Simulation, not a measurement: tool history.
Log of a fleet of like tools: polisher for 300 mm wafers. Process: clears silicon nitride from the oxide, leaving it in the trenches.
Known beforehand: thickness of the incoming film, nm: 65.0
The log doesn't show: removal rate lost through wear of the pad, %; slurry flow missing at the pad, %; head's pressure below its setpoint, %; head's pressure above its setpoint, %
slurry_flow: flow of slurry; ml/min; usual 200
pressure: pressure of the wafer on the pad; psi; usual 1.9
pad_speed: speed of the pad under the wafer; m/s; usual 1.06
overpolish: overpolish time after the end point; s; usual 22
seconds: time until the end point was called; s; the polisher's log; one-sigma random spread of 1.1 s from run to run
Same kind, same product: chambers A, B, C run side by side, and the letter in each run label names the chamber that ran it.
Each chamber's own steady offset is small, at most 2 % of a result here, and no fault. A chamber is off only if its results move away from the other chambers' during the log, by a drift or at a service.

run,hour,slurry_flow,pressure,pad_speed,overpolish,wafers polished on this pad,hours since the slurry nozzle was cleaned,hours since the head pressure was calibrated,seconds
1C,3.8,200,1.9,1.06,22,184,203.1,422.2,88.973
2B,9.2,200,1.9,1.06,22,118,467.2,161.6,84.190
# hour 11.1: chamber B: slurry nozzle cleaned
3A,13.8,200,1.9,1.06,22,738,421.7,166.1,85.597
# hour 17.9: chamber C: slurry nozzle cleaned
4A,19.8,200,1.9,1.06,22,791,427.7,172.1,85.074
5C,23.4,200,1.9,1.06,22,359,5.5,441.8,86.297
6B,29.0,200,1.9,1.06,22,295,18.0,181.4,81.625
7C,35.4,200,1.9,0.88,22,466,17.5,453.8,103.280
8A,40.7,200,1.9,0.88,22,977,448.6,193.0,101.860
# hour 41.1: chamber A: worn pad replaced by a new one
9B,48.1,200,1.9,0.88,22,465,37.1,200.5,100.260
10A,53.0,200,1.9,1.06,22,106,460.9,205.3,87.289
11B,57.0,150,1.9,1.06,22,544,46.0,209.4,87.065
12C,63.5,150,1.9,1.06,22,716,45.6,481.9,95.472
13B,68.2,150,1.9,1.06,22,644,57.2,220.6,86.115
14A,75.8,200,1.9,1.06,22,309,483.7,228.1,86.200
15C,82.3,200,1.9,1.06,22,883,64.4,500.7,93.379
16A,86.8,200,1.9,0.92,27,407,494.7,239.1,96.712
# hour 89.6: chamber A: slurry nozzle cleaned
17C,90.9,200,1.9,0.92,27,960,73.0,509.3,109.420
18B,95.0,200,1.9,0.92,27,882,84.0,247.4,99.188
19C,101.1,200,1.9,1.06,22,1050,83.2,519.5,94.711
20A,107.3,200,1.9,1.06,22,589,17.8,259.6,84.794

All 3 chambers run these settings next. Forecast each chamber's results:
21A,112.9,200,1.9,1.06,13,,,,?
21B,112.9,200,1.9,1.06,13,,,,?
21C,112.9,200,1.9,1.06,13,,,,?

run,seconds
21A,85.628
21B,84.346
21C,98.186
